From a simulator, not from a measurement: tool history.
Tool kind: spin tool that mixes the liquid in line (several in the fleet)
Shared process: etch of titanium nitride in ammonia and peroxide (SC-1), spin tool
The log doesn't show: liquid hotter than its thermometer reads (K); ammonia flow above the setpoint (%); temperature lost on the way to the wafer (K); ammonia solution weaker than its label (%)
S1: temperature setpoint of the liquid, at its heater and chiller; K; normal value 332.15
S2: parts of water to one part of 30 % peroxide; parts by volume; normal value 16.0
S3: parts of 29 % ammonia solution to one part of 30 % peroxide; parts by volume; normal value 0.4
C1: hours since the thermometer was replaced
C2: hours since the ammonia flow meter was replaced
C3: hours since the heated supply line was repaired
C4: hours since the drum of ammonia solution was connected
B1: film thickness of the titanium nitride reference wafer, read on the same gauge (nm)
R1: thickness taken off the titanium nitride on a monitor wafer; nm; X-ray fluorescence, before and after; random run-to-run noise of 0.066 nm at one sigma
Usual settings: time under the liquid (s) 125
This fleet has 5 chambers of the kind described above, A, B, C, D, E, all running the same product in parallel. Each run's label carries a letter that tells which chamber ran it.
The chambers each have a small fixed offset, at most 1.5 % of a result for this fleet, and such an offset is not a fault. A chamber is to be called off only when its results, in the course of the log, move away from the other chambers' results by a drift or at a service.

run 1C hour=3.9 | S1=332.15 S2=16.0 S3=0.4 time_under_the_liquid_(s)=125 | C1=1209.1 C2=530.0 C3=404.1 C4=176.0 | B1=139.98 | R1=15.311
run 2B hour=8.8 | S1=332.15 S2=16.0 S3=0.4 time_under_the_liquid_(s)=125 | C1=155.3 C2=97.3 C3=856.8 C4=736.3 | B1=140.01 | R1=15.519
run 3A hour=13.5 | S1=332.15 S2=16.0 S3=0.4 time_under_the_liquid_(s)=125 | C1=2018.2 C2=1595.5 C3=746.7 C4=391.5 | B1=140.02 | R1=15.239
run 4E hour=18.5 | S1=332.15 S2=16.0 S3=0.4 time_under_the_liquid_(s)=125 | C1=2671.6 C2=640.8 C3=1823.2 C4=243.2 | B1=140.00 | R1=15.373
run 5D hour=22.0 | S1=332.15 S2=16.0 S3=0.4 time_under_the_liquid_(s)=125 | C1=298.2 C2=330.7 C3=1766.6 C4=186.7 | B1=140.00 | R1=15.193
run 6A hour=24.9 | S1=332.15 S2=19.5 S3=0.4 time_under_the_liquid_(s)=125 | C1=2029.6 C2=1606.9 C3=758.1 C4=402.9 | B1=140.02 | R1=13.642
-- hour=28.6 chamber A: ammonia flow meter replaced
run 7B hour=29.9 | S1=332.15 S2=19.5 S3=0.4 time_under_the_liquid_(s)=125 | C1=176.4 C2=118.4 C3=877.9 C4=757.4 | B1=139.99 | R1=13.853
run 8E hour=33.8 | S1=332.15 S2=19.5 S3=0.4 time_under_the_liquid_(s)=125 | C1=2686.9 C2=656.1 C3=1838.5 C4=258.5 | B1=139.99 | R1=13.834
run 9C hour=38.2 | S1=332.15 S2=19.5 S3=0.4 time_under_the_liquid_(s)=125 | C1=1243.4 C2=564.3 C3=438.4 C4=210.3 | B1=140.02 | R1=13.488
run 10D hour=42.3 | S1=332.15 S2=19.5 S3=0.4 time_under_the_liquid_(s)=125 | C1=318.5 C2=351.0 C3=1786.9 C4=207.0 | B1=140.03 | R1=13.776
run 11E hour=45.6 | S1=332.15 S2=16.0 S3=0.4 time_under_the_liquid_(s)=125 | C1=2698.7 C2=667.9 C3=1850.3 C4=270.3 | B1=140.02 | R1=15.363
run 12A hour=48.8 | S1=332.15 S2=16.0 S3=0.4 time_under_the_liquid_(s)=125 | C1=2053.5 C2=20.2 C3=782.0 C4=426.8 | B1=140.04 | R1=15.233
run 13C hour=52.5 | S1=326.65 S2=16.0 S3=0.4 time_under_the_liquid_(s)=125 | C1=1257.7 C2=578.6 C3=452.7 C4=224.6 | B1=140.03 | R1=10.400
run 14B hour=55.1 | S1=326.65 S2=16.0 S3=0.4 time_under_the_liquid_(s)=125 | C1=201.6 C2=143.6 C3=903.1 C4=782.6 | B1=140.01 | R1=10.830
run 15D hour=57.8 | S1=326.65 S2=16.0 S3=0.4 time_under_the_liquid_(s)=125 | C1=334.0 C2=366.5 C3=1802.4 C4=222.5 | B1=140.00 | R1=10.506
run 16E hour=61.8 | S1=326.65 S2=16.0 S3=0.4 time_under_the_liquid_(s)=125 | C1=2714.9 C2=684.1 C3=1866.5 C4=286.5 | B1=140.01 | R1=10.615
run 17A hour=64.9 | S1=326.65 S2=16.0 S3=0.4 time_under_the_liquid_(s)=125 | C1=2069.6 C2=36.3 C3=798.1 C4=442.9 | B1=140.00 | R1=10.478
run 18B hour=69.7 | S1=332.15 S2=16.0 S3=0.4 time_under_the_liquid_(s)=125 | C1=216.2 C2=158.2 C3=917.7 C4=797.2 | B1=139.98 | R1=15.544
run 19C hour=75.5 | S1=332.15 S2=16.0 S3=0.4 time_under_the_liquid_(s)=125 | C1=1280.7 C2=601.6 C3=475.7 C4=247.6 | B1=140.00 | R1=14.980
run 20D hour=81.2 | S1=332.15 S2=16.0 S3=0.4 time_under_the_liquid_(s)=125 | C1=357.4 C2=389.9 C3=1825.8 C4=245.9 | B1=139.98 | R1=15.232
run 21E hour=86.4 | S1=341.15 S2=11.5 S3=0.4 time_under_the_liquid_(s)=125 | C1=2739.5 C2=708.7 C3=1891.1 C4=311.1 | B1=139.99 | R1=32.482
run 22C hour=92.1 | S1=341.15 S2=11.5 S3=0.4 time_under_the_liquid_(s)=125 | C1=1297.3 C2=618.2 C3=492.3 C4=264.2 | B1=140.00 | R1=31.769
run 23B hour=97.7 | S1=341.15 S2=11.5 S3=0.4 time_under_the_liquid_(s)=125 | C1=244.2 C2=186.2 C3=945.7 C4=825.2 | B1=140.01 | R1=33.075
run 24D hour=101.0 | S1=341.15 S2=11.5 S3=0.4 time_under_the_liquid_(s)=125 | C1=377.2 C2=409.7 C3=1845.6 C4=265.7 | B1=140.01 | R1=32.543
-- hour=105.8 chamber E: ammonia flow meter replaced
run 25A hour=105.8 | S1=341.15 S2=11.5 S3=0.4 time_under_the_liquid_(s)=125 | C1=2110.5 C2=77.2 C3=839.0 C4=483.8 | B1=140.02 | R1=32.954
-- hour=107.9 chamber C: thermometer replaced
run 26C hour=109.8 | S1=332.15 S2=20.5 S3=0.4 time_under_the_liquid_(s)=125 | C1=1.9 C2=635.9 C3=510.0 C4=281.9 | B1=140.00 | R1=12.833
run 27A hour=115.0 | S1=332.15 S2=20.5 S3=0.4 time_under_the_liquid_(s)=125 | C1=2119.7 C2=86.4 C3=848.2 C4=493.0 | B1=140.00 | R1=13.241
run 28E hour=119.9 | S1=332.15 S2=20.5 S3=0.4 time_under_the_liquid_(s)=125 | C1=2773.0 C2=14.1 C3=1924.6 C4=344.6 | B1=140.01 | R1=13.381
run 29B hour=125.0 | S1=332.15 S2=20.5 S3=0.4 time_under_the_liquid_(s)=125 | C1=271.5 C2=213.5 C3=973.0 C4=852.5 | B1=140.00 | R1=13.476
run 30D hour=129.3 | S1=332.15 S2=20.5 S3=0.4 time_under_the_liquid_(s)=125 | C1=405.5 C2=438.0 C3=1873.9 C4=294.0 | B1=140.00 | R1=13.263
-- hour=130.3 chamber D: new drum of ammonia solution connected
run 31A hour=134.2 | S1=332.15 S2=16.0 S3=0.4 time_under_the_liquid_(s)=125 | C1=2138.9 C2=105.6 C3=867.4 C4=512.2 | B1=140.00 | R1=15.298
run 32D hour=138.9 | S1=332.15 S2=16.0 S3=0.4 time_under_the_liquid_(s)=125 | C1=415.1 C2=447.6 C3=1883.5 C4=8.7 | B1=140.03 | R1=15.268

Each of the 5 chambers runs these same settings next. Fill in every chamber's results:
run 33A hour=143.2 | S1=332.15 S2=16.0 S3=0.4 time_under_the_liquid_(s)=125 | R1=?
run 33B hour=143.2 | S1=332.15 S2=16.0 S3=0.4 time_under_the_liquid_(s)=125 | R1=?
run 33C hour=143.2 | S1=332.15 S2=16.0 S3=0.4 time_under_the_liquid_(s)=125 | R1=?
run 33D hour=143.2 | S1=332.15 S2=16.0 S3=0.4 time_under_the_liquid_(s)=125 | R1=?
run 33E hour=143.2 | S1=332.15 S2=16.0 S3=0.4 time_under_the_liquid_(s)=125 | R1=?

run=33A R1=15.326
run=33B R1=15.563
run=33C R1=14.551
run=33D R1=15.223
run=33E R1=15.345

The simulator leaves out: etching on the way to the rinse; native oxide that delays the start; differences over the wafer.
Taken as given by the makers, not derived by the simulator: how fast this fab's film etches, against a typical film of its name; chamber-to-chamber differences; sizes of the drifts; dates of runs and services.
